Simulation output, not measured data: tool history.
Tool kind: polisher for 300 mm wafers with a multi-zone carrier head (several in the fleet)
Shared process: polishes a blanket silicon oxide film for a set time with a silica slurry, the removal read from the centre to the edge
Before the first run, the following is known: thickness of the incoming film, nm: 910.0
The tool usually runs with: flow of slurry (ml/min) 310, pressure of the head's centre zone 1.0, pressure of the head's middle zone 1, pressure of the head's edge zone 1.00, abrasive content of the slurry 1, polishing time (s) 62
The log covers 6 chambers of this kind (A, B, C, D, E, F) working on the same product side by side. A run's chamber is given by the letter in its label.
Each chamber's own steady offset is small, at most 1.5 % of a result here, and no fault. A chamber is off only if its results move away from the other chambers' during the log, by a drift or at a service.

run   hour  flow of slurry (ml/min)  pressure of the head's centre zone  pressure of the head's middle zone  pressure of the head's edge zone  abrasive content of the slurry  polishing time (s)  film removed at the wafer's centre (angstrom)  film removed at mid-radius (angstrom)  film removed at the wafer's edge (angstrom)
 1F    9.2                      310                                 1.0                                   1                              1.00                               1                  62                                         1961.0                                 1960.6                                       2000.4
 2D   15.0                      310                                 1.0                                   1                              1.00                               1                  62                                         2029.0                                 1988.8                                       1969.9
 3B   23.1                      310                                 1.0                                   1                              1.00                               1                  62                                         1978.9                                 2011.4                                       1941.6
 4E   30.4                      310                                 1.0                                   1                              1.00                               1                  62                                         1996.3                                 1932.0                                       1975.7
      30.6  -- chamber F: worn pad replaced by a new one
      34.2  -- chamber C: worn pad replaced by a new one
      39.4  -- chamber D: worn pad replaced by a new one
 5C   43.3                      310                                 1.0                                   1                              1.00                               1                  62                                         2011.6                                 1943.2                                       2018.3
      45.2  -- chamber E: worn pad replaced by a new one
 6A   50.0                      310                                 1.0                                   1                              1.00                               1                  62                                         1981.7                                 1976.2                                       1952.4
 7F   58.9                      310                                 1.0                                   1                              1.00                               1                  62                                         1941.3                                 2003.6                                       2018.4
 8A   71.3                      310                                 1.0                                   1                              0.91                               1                  62                                         1914.6                                 1974.4                                       1847.3
 9E   80.4                      310                                 1.0                                   1                              0.91                               1                  62                                         1962.3                                 1994.6                                       1882.3
10B   92.1                      310                                 1.0                                   1                              0.91                               1                  62                                         1953.7                                 2008.7                                       1871.6
11D   99.0                      310                                 1.0                                   1                              0.91                               1                  62                                         1967.5                                 1966.1                                       1889.3
     104.2  -- chamber D: worn pad replaced by a new one
     105.9  -- chamber F: worn pad replaced by a new one
12C  106.4                      310                                 1.0                                   1                              0.91                               1                  62                                         2007.4                                 2009.0                                       1863.7
     111.6  -- chamber B: worn pad replaced by a new one
     112.8  -- chamber C: worn pad replaced by a new one
13F  113.4                      310                                 1.0                                   1                              0.91                               1                  62                                         1987.4                                 1989.1                                       1912.8
     115.5  -- chamber E: worn pad replaced by a new one
     117.8  -- chamber A: centre zone pressure recalibrated
     117.9  -- chamber F: edge zone pressure recalibrated
14E  119.3                      310                                 1.0                                   1                              1.00                               1                  62                                         1996.0                                 1996.5                                       1947.9
15C  129.1                      310                                 1.0                                   1                              1.00                               1                  62                                         2023.0                                 1950.6                                       1963.5
16B  136.2                      310                                 1.0                                   1                              1.00                               1                  62                                         1999.9                                 1961.4                                       1995.6
     138.0  -- chamber E: edge zone pressure recalibrated
17A  148.7                      310                                 1.0                                   1                              1.00                               1                  62                                         1879.8                                 1930.7                                       1889.9
18D  155.9                      310                                 1.0                                   1                              1.00                               1                  62                                         2005.7                                 2006.1                                       1955.2
     165.3  -- chamber F: worn pad replaced by a new one
19A  168.0                      310                                 1.0                                   1                              1.00                               1                  62                                         1884.5                                 1911.3                                       1880.1
20D  175.7                      310                                 1.0                                   1                              1.00                               1                  62                                         2023.1                                 2001.4                                       2006.3
     176.6  -- chamber C: worn pad replaced by a new one
     185.9  -- chamber D: worn pad replaced by a new one
21F  188.1                      310                                 1.0                                   1                              1.00                               1                  62                                         1939.0                                 1944.5                                       1988.4
     192.8  -- chamber E: worn pad replaced by a new one
22C  196.4                      310                                 0.9                                   1                              1.00                               1                  62                                         1777.1                                 2023.9                                       2008.1
23B  209.2                      310                                 0.9                                   1                              1.00                               1                  62                                         1729.6                                 1992.9                                       2015.7
     211.5  -- chamber F: slurry nozzle cleaned
     213.5  -- chamber B: worn pad replaced by a new one
24E  216.1                      310                                 0.9                                   1                              1.00                               1                  62                                         1744.2                                 1986.7                                       1953.8
25A  225.5                      310                                 0.9                                   1                              1.00                               1                  62                                         1681.8                                 1864.0                                       1833.7
     236.0  -- chamber F: worn pad replaced by a new one
26E  236.5                      310                                 0.9                                   1                              1.00                               1                  62                                         1730.2                                 1933.6                                       1954.9
27F  246.7                      310                                 0.9                                   1                              1.00                               1                  62                                         1768.7                                 1988.2                                       2002.9
     252.1  -- chamber E: worn pad replaced by a new one
     256.3  -- chamber C: worn pad replaced by a new one
28D  258.4                      310                                 1.0                                   1                              1.00                               1                  62                                         1948.6                                 1965.2                                       2011.7
29B  267.0                      310                                 1.0                                   1                              1.00                               1                  62                                         2060.0                                 1964.8                                       2000.2
     271.1  -- chamber D: worn pad replaced by a new one
30C  275.0                      310                                 1.0                                   1                              1.00                               1                  62                                         1997.2                                 2000.5                                       1952.9
31B  281.0                      310                                 1.0                                   1                              1.00                               1                  62                                         1972.2                                 1990.0                                       2006.7
32D  291.7                      310                                 1.0                                   1                              1.00                               1                  62                                         1946.0                                 1997.8                                       2012.8
     295.5  -- chamber E: slurry nozzle cleaned
33A  303.4                      310                                 1.0                                   1                              1.00                               1                  62                                         1794.8                                 1828.9                                       1775.6
     309.7  -- chamber F: worn pad replaced by a new one
     312.4  -- chamber E: worn pad replaced by a new one
34C  315.1                      310                                 1.0                                   1                              1.00                               1                  62                                         2002.7                                 1969.1                                       1991.2
35E  327.7                      310                                 1.0                                   1                              1.00                               1                  62                                         1995.8                                 2001.6                                       1975.9
     330.6  -- chamber B: worn pad replaced by a new one
36F  340.5                      310                                 1.0                                   1                              1.00                               1                  62                                         1947.1                                 1990.0                                       1979.6
37B  348.1                      310                                 1.0                                   1                              1.00                               1                  62                                         1986.5                                 1986.7                                       1981.2

For the next run the whole fleet of 6 chambers uses the same settings. Give each chamber's results:
38A  357.4                      310                                 1.0                                   1                              1.00                               1                  62                                              ?                                      ?                                            ?
38B  357.4                      310                                 1.0                                   1                              1.00                               1                  62                                              ?                                      ?                                            ?
38C  357.4                      310                                 1.0                                   1                              1.00                               1                  62                                              ?                                      ?                                            ?
38D  357.4                      310                                 1.0                                   1                              1.00                               1                  62                                              ?                                      ?                                            ?
38E  357.4                      310                                 1.0                                   1                              1.00                               1                  62                                              ?                                      ?                                            ?
38F  357.4                      310                                 1.0                                   1                              1.00                               1                  62                                              ?                                      ?                                            ?

run  film removed at the wafer's centre (angstrom)  film removed at mid-radius (angstrom)  film removed at the wafer's edge (angstrom)
38A                                         1739.8                                 1780.3                                       1776.8
38B                                         1975.8                                 1997.9                                       2008.1
38C                                         1984.8                                 2002.3                                       1960.0
38D                                         1975.2                                 1986.3                                       1971.8
38E                                         1974.5                                 1969.5                                       1956.6
38F                                         1981.4                                 2006.7                                       1972.4
